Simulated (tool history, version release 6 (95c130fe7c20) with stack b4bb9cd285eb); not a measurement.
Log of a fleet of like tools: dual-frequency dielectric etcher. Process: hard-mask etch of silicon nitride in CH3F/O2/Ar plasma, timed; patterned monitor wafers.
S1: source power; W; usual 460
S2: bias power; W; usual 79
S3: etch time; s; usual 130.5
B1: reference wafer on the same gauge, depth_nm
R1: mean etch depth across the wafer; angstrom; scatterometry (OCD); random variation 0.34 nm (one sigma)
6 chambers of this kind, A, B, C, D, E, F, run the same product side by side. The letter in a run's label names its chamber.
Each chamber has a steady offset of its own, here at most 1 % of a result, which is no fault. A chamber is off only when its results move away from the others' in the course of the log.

run 1D hour=3.5 | S1=460 S2=79 S3=130.5 | B1=87.009 | R1=993.11
run 2F hour=9.7 | S1=460 S2=79 S3=130.5 | B1=87.012 | R1=1003.1
-- hour=10.6 chamber B: source power generator calibrated
run 3C hour=15.1 | S1=460 S2=79 S3=130.5 | B1=87.011 | R1=990.72
run 4B hour=18.7 | S1=460 S2=79 S3=130.5 | B1=87.071 | R1=1004.7
run 5E hour=25.1 | S1=370 S2=79 S3=145 | B1=87.066 | R1=1020.8
run 6A hour=30 | S1=370 S2=79 S3=145 | B1=86.987 | R1=1024.3
run 7B hour=35.5 | S1=370 S2=79 S3=145 | B1=86.999 | R1=1027.4
run 8D hour=38.8 | S1=370 S2=79 S3=145 | B1=87.018 | R1=1021.7
run 9C hour=43.7 | S1=370 S2=79 S3=145 | B1=86.978 | R1=1011.3
-- hour=45 chamber A: wet clean of the chamber
run 10E hour=46.9 | S1=370 S2=79 S3=145 | B1=87.063 | R1=1018.9
run 11F hour=51.3 | S1=460 S2=79 S3=130.5 | B1=87.054 | R1=999.19
run 12A hour=57.7 | S1=460 S2=79 S3=130.5 | B1=87.013 | R1=1000.8
run 13C hour=64.5 | S1=460 S2=79 S3=130.5 | B1=87.005 | R1=993.46
run 14A hour=70.2 | S1=460 S2=79 S3=130.5 | B1=86.978 | R1=996.34
run 15E hour=74.4 | S1=460 S2=79 S3=130.5 | B1=87 | R1=1000.2
run 16F hour=79 | S1=460 S2=79 S3=130.5 | B1=87.005 | R1=1007
-- hour=83.7 chamber C: wet clean of the chamber
run 17D hour=85.4 | S1=460 S2=79 S3=130.5 | B1=87.006 | R1=996.06
run 18B hour=91.5 | S1=460 S2=79 S3=130.5 | B1=87.018 | R1=1003.9
-- hour=92.4 chamber E: wet clean of the chamber
run 19F hour=95.8 | S1=400 S2=79 S3=130.5 | B1=87.055 | R1=954.41
run 20D hour=100.2 | S1=400 S2=79 S3=130.5 | B1=86.996 | R1=945.13
run 21E hour=104.1 | S1=400 S2=79 S3=130.5 | B1=87.057 | R1=943.23
run 22B hour=108.3 | S1=400 S2=79 S3=130.5 | B1=87.056 | R1=952.88
run 23C hour=111.3 | S1=400 S2=79 S3=130.5 | B1=87.023 | R1=939.15
run 24A hour=116.4 | S1=400 S2=79 S3=130.5 | B1=87.012 | R1=941.45
run 25C hour=122 | S1=460 S2=79 S3=130.5 | B1=86.911 | R1=998.25
-- hour=128.2 chamber B: wet clean of the chamber
run 26F hour=128.4 | S1=460 S2=79 S3=130.5 | B1=87.034 | R1=1005.8
run 27B hour=134 | S1=460 S2=79 S3=130.5 | B1=86.932 | R1=965.61
run 28A hour=138.9 | S1=460 S2=79 S3=130.5 | B1=87 | R1=996.3
run 29E hour=144.1 | S1=460 S2=79 S3=130.5 | B1=87.014 | R1=994.17
run 30D hour=147.9 | S1=460 S2=79 S3=130.5 | B1=87.018 | R1=998.61
run 31C hour=153.4 | S1=460 S2=79 S3=130.5 | B1=86.971 | R1=996.01
run 32B hour=158.2 | S1=460 S2=79 S3=130.5 | B1=87.051 | R1=960.18
run 33D hour=163.7 | S1=550 S2=79 S3=155.5 | B1=86.952 | R1=1271.8
run 34F hour=167.4 | S1=550 S2=79 S3=155.5 | B1=86.962 | R1=1274.7
run 35A hour=172.5 | S1=550 S2=79 S3=155.5 | B1=86.996 | R1=1268.4
run 36E hour=176.1 | S1=550 S2=79 S3=155.5 | B1=87.012 | R1=1282.9
run 37C hour=182.6 | S1=550 S2=79 S3=155.5 | B1=87.001 | R1=1269.4
run 38A hour=189.5 | S1=550 S2=79 S3=155.5 | B1=87.041 | R1=1274.6
run 39D hour=192.5 | S1=460 S2=79 S3=130.5 | B1=86.985 | R1=996.5
run 40B hour=197.7 | S1=460 S2=79 S3=130.5 | B1=87.002 | R1=965.51
run 41F hour=201 | S1=460 S2=79 S3=130.5 | B1=87.018 | R1=997.08

Is one chamber off against the others, does the gauge drift, or is nothing wrong? If a chamber is off, say which, and what the likeliest cause is.

A service left chamber B off against the others.
Cause: etch rate under this chamber's usual, % = 3.81.

Here are 4 candidates for chamber B's next run, each the usual settings with a change, their results left as question marks. Which one brings its results back in line with what the others give on the usual settings?
In line means no further than this from the other chambers' mean on the usual settings: R1 12 angstrom
run 42B-1 hour=205.9 | S1=460 S2=80 S3=134.5 | R1=?
run 42B-2 hour=205.9 | S1=450 S2=78 S3=124.5 | R1=?
run 42B-3 hour=205.9 | S1=460 S2=92 S3=130.5 | R1=?
run 42B-4 hour=205.9 | S1=440 S2=75 S3=130.5 | R1=?

The other chambers' mean on the usual settings: R1 997.63 angstrom
run=42B-1 R1=998.84
run=42B-2 R1=909
run=42B-3 R1=1017.4
run=42B-4 R1=932.19
42B-1 brings the chamber back in line.
